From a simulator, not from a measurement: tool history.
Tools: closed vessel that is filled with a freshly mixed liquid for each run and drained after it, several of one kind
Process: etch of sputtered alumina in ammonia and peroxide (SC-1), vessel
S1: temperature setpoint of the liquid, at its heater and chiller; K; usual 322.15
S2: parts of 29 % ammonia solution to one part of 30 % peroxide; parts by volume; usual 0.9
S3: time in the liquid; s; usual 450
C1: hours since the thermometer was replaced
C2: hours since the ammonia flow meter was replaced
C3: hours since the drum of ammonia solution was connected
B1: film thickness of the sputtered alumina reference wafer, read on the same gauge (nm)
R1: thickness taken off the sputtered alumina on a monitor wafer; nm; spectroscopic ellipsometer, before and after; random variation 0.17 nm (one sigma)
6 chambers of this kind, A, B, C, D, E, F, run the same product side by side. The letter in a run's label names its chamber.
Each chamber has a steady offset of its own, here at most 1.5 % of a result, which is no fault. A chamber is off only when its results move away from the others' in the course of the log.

run 1F hour=11.2 | S1=322.15 S2=0.9 S3=450 | C1=288.6 C2=476.1 C3=43.6 | B1=90.021 | R1=28.977
run 2E hour=20.1 | S1=322.15 S2=0.9 S3=450 | C1=352.9 C2=636 C3=126.7 | B1=90.011 | R1=28.71
run 3A hour=29.4 | S1=322.15 S2=0.9 S3=450 | C1=2129.7 C2=894.3 C3=160.1 | B1=90.017 | R1=28.913
-- hour=30.3 chamber A: thermometer replaced
run 4D hour=37.6 | S1=322.15 S2=0.9 S3=450 | C1=84.1 C2=1283.5 C3=152.3 | B1=90.004 | R1=28.92
run 5C hour=46.5 | S1=314.65 S2=0.9 S3=450 | C1=1114.8 C2=553.8 C3=479.1 | B1=89.998 | R1=18.714
run 6B hour=51.8 | S1=314.65 S2=0.9 S3=450 | C1=1226.6 C2=501.5 C3=206.3 | B1=89.956 | R1=19.05
run 7E hour=60.9 | S1=314.65 S2=0.9 S3=450 | C1=393.7 C2=676.8 C3=167.5 | B1=90.004 | R1=18.691
run 8D hour=69.7 | S1=314.65 S2=0.9 S3=450 | C1=116.2 C2=1315.6 C3=184.4 | B1=90.016 | R1=18.811
run 9C hour=80.9 | S1=314.65 S2=0.9 S3=450 | C1=1149.2 C2=588.2 C3=513.5 | B1=89.982 | R1=18.836
run 10F hour=90.7 | S1=314.65 S2=0.9 S3=450 | C1=368.1 C2=555.6 C3=123.1 | B1=89.994 | R1=18.766
run 11A hour=97.5 | S1=322.15 S2=0.55 S3=450 | C1=67.2 C2=962.4 C3=228.2 | B1=90.017 | R1=27.542
run 12B hour=109 | S1=322.15 S2=0.55 S3=450 | C1=1283.8 C2=558.7 C3=263.5 | B1=90.042 | R1=27.83
run 13E hour=118 | S1=322.15 S2=0.55 S3=450 | C1=450.8 C2=733.9 C3=224.6 | B1=90.049 | R1=27.557
-- hour=126.8 chamber C: new drum of ammonia solution connected
run 14F hour=129.4 | S1=322.15 S2=0.55 S3=450 | C1=406.8 C2=594.3 C3=161.8 | B1=89.97 | R1=27.297
run 15C hour=137.4 | S1=322.15 S2=0.55 S3=450 | C1=1205.7 C2=644.7 C3=10.7 | B1=89.995 | R1=26.933
-- hour=142.7 chamber B: ammonia flow meter replaced
run 16A hour=143.8 | S1=322.15 S2=0.55 S3=450 | C1=113.5 C2=1008.7 C3=274.5 | B1=90.008 | R1=27.807
run 17D hour=150 | S1=322.15 S2=0.9 S3=450 | C1=196.5 C2=1395.9 C3=264.7 | B1=90.01 | R1=28.779
run 18B hour=157.4 | S1=322.15 S2=0.9 S3=450 | C1=1332.2 C2=14.7 C3=311.9 | B1=90.012 | R1=29.334
-- hour=163.4 chamber E: ammonia flow meter replaced
run 19A hour=167 | S1=322.15 S2=0.9 S3=450 | C1=136.7 C2=1031.9 C3=297.7 | B1=90.022 | R1=29.074
run 20F hour=174.9 | S1=322.15 S2=0.9 S3=450 | C1=452.3 C2=639.8 C3=207.3 | B1=89.984 | R1=28.649
run 21B hour=180.4 | S1=322.15 S2=0.9 S3=450 | C1=1355.2 C2=37.7 C3=334.9 | B1=89.96 | R1=29.332
run 22C hour=191.2 | S1=322.15 S2=0.9 S3=450 | C1=1259.5 C2=698.5 C3=64.5 | B1=89.991 | R1=27.999
run 23D hour=199 | S1=322.15 S2=0.9 S3=450 | C1=245.5 C2=1444.9 C3=313.7 | B1=90.052 | R1=28.645
run 24E hour=209.6 | S1=322.15 S2=0.9 S3=450 | C1=542.4 C2=46.2 C3=316.2 | B1=89.993 | R1=29.033
run 25F hour=219.5 | S1=322.15 S2=0.9 S3=450 | C1=496.9 C2=684.4 C3=251.9 | B1=90.015 | R1=29.041
-- hour=223.8 chamber D: ammonia flow meter replaced
run 26B hour=225.5 | S1=322.15 S2=0.9 S3=450 | C1=1400.3 C2=82.8 C3=380 | B1=90.014 | R1=29.454
run 27A hour=236.5 | S1=322.15 S2=0.9 S3=450 | C1=206.2 C2=1101.4 C3=367.2 | B1=90.013 | R1=29.259
run 28D hour=242.3 | S1=322.15 S2=0.9 S3=450 | C1=288.8 C2=18.5 C3=357 | B1=90.001 | R1=29.105
-- hour=246 chamber D: new drum of ammonia solution connected
run 29E hour=251 | S1=322.15 S2=0.9 S3=450 | C1=583.8 C2=87.6 C3=357.6 | B1=90.013 | R1=28.655
run 30C hour=263 | S1=314.65 S2=0.7 S3=450 | C1=1331.3 C2=770.3 C3=136.3 | B1=89.982 | R1=17.336
run 31F hour=268.4 | S1=314.65 S2=0.7 S3=450 | C1=545.8 C2=733.3 C3=300.8 | B1=90.022 | R1=18.403
run 32B hour=277.7 | S1=314.65 S2=0.7 S3=450 | C1=1452.5 C2=135 C3=432.2 | B1=89.981 | R1=18.432
run 33C hour=286.7 | S1=314.65 S2=0.7 S3=450 | C1=1355 C2=794 C3=160 | B1=90.019 | R1=17.44
run 34A hour=292.3 | S1=314.65 S2=0.7 S3=450 | C1=262 C2=1157.2 C3=423 | B1=89.998 | R1=18.427
-- hour=298.8 chamber B: thermometer replaced
run 35D hour=301.7 | S1=314.65 S2=0.7 S3=450 | C1=348.2 C2=77.9 C3=55.7 | B1=89.997 | R1=18.653
run 36E hour=309.2 | S1=322.15 S2=0.9 S3=450 | C1=642 C2=145.8 C3=415.8 | B1=89.994 | R1=28.854
run 37A hour=318.8 | S1=325.15 S2=0.9 S3=450 | C1=288.5 C2=1183.7 C3=449.5 | B1=90.016 | R1=34.256
run 38F hour=328.7 | S1=325.15 S2=0.9 S3=450 | C1=606.1 C2=793.6 C3=361.1 | B1=90.033 | R1=34.096
-- hour=333.3 chamber C: ammonia flow meter replaced
run 39D hour=340.7 | S1=325.15 S2=0.9 S3=450 | C1=387.2 C2=116.9 C3=94.7 | B1=90.047 | R1=33.953
run 40E hour=352.7 | S1=325.15 S2=0.9 S3=450 | C1=685.5 C2=189.3 C3=459.3 | B1=90.014 | R1=33.537
run 41B hour=361.5 | S1=325.15 S2=0.9 S3=450 | C1=62.8 C2=218.8 C3=516 | B1=90.027 | R1=34.692
run 42C hour=369.5 | S1=325.15 S2=0.9 S3=450 | C1=1437.8 C2=36.2 C3=242.8 | B1=89.977 | R1=31.193

Is one chamber off against the others, does the gauge drift, or is nothing wrong? If a chamber is off, say which, and what the likeliest cause is.

Chamber C drifts away from the others.
Cause: liquid colder than its thermometer reads (K) = 1.38.

Here are 4 candidates for chamber C's next run, each the usual settings with a change, their results left as question marks. Which one brings its results back in line with what the others give on the usual settings?
In line means no further than this from the other chambers' mean on the usual settings: R1 0.6 nm
run 43C-1 hour=378.2 | S1=319.65 S2=0.9 S3=450 | R1=?
run 43C-2 hour=378.2 | S1=320.65 S2=0.9 S3=450 | R1=?
run 43C-3 hour=378.2 | S1=322.15 S2=0.9 S3=490 | R1=?
run 43C-4 hour=378.2 | S1=324.65 S2=0.9 S3=450 | R1=?

The other chambers' mean on the usual settings: R1 28.94 nm
run=43C-1 R1=23.01
run=43C-2 R1=24.337
run=43C-3 R1=28.781
run=43C-4 R1=30.307
43C-3 brings the chamber back in line.
